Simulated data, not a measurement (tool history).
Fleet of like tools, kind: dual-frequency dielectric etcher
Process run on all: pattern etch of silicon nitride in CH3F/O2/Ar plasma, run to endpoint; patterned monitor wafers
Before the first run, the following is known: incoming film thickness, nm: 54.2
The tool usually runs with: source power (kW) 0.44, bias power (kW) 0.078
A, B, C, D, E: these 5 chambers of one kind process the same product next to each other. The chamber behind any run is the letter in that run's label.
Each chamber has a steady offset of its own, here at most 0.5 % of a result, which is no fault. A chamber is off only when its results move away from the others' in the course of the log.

run     day  source power (kW)  bias power (kW)  endpoint time (s)
 1B   0.533               0.44            0.078              73.71
 2C   0.958               0.44            0.078             72.723
 3D   1.379               0.44            0.078             73.511
 4E   1.925               0.44            0.078             73.652
 5A   2.262               0.44            0.078             74.174
 6D   2.579               0.44            0.078             74.024
 7C   2.946               0.39            0.063             82.121
 8A   3.412               0.39            0.063             83.001
      3.567  -- chamber E: source power generator calibrated
 9E   3.917               0.39            0.063             82.809
10B   4.396               0.39            0.063             83.743
11C    4.95               0.39            0.063             82.379
12B   5.446               0.44            0.078             73.131
13E   5.829               0.44            0.078             74.111
14A   6.292               0.44            0.078             73.548
15D   6.733               0.44            0.078             74.574
16B    7.35               0.44            0.078             73.186
17E   7.842               0.44            0.078             74.012
18C     8.3               0.44            0.078             73.611
19A   8.904               0.37            0.067              83.35
20D   9.342               0.37            0.067             82.962
21E   9.975               0.37            0.067             83.846
22A  10.342               0.37            0.067             81.911
23C   10.95               0.37            0.067             82.521
24D    11.5               0.39            0.078             77.811
25B  11.992               0.39            0.078             76.806
26B  12.567               0.39            0.078             76.878
     12.758  -- chamber B: wet clean of the chamber
27C  13.125               0.39            0.078             76.507
     13.283  -- chamber A: wet clean of the chamber
28A  13.508               0.39            0.078             76.822
29E   13.95               0.44            0.088             72.535
30D  14.475               0.44            0.088             71.173
31C  14.908               0.44            0.088             70.146
32A  15.375               0.44            0.088             70.131
     15.771  -- chamber D: wet clean of the chamber
33B  15.796               0.44            0.088             70.875
34E  16.267               0.44            0.078             76.423
35D    16.7                0.5            0.078             69.944

Has any chamber moved away from the others, gradually or after a service, or does the common gauge drift, or do the chambers differ only by their own small steady offsets? State the chamber and the most likely cause if one applies.

Little by little, chamber E moves away from the other chambers.
Most likely cause: etch rate under this chamber's usual, % = 2.78.

Which of the 4 candidates below, each the usual settings with something changed and its results left as question marks, puts chamber E back in line with what the other chambers give on the usual settings?
To be in line, a result may differ from the other chambers' mean on the usual settings by at most: endpoint time (s) 1.3
36E-1  17.162               0.52            0.078                  ?
36E-2  17.162                0.4            0.078                  ?
36E-3  17.162               0.46            0.081                  ?
36E-4  17.162               0.44            0.065                  ?

On the usual settings, the other chambers give on average: endpoint time (s) 73.521
  run  endpoint time (s)
36E-1              71.34
36E-2             78.765
36E-3             73.765
36E-4             80.774
36E-3 is the one that brings the chamber's results back in line with the other chambers.
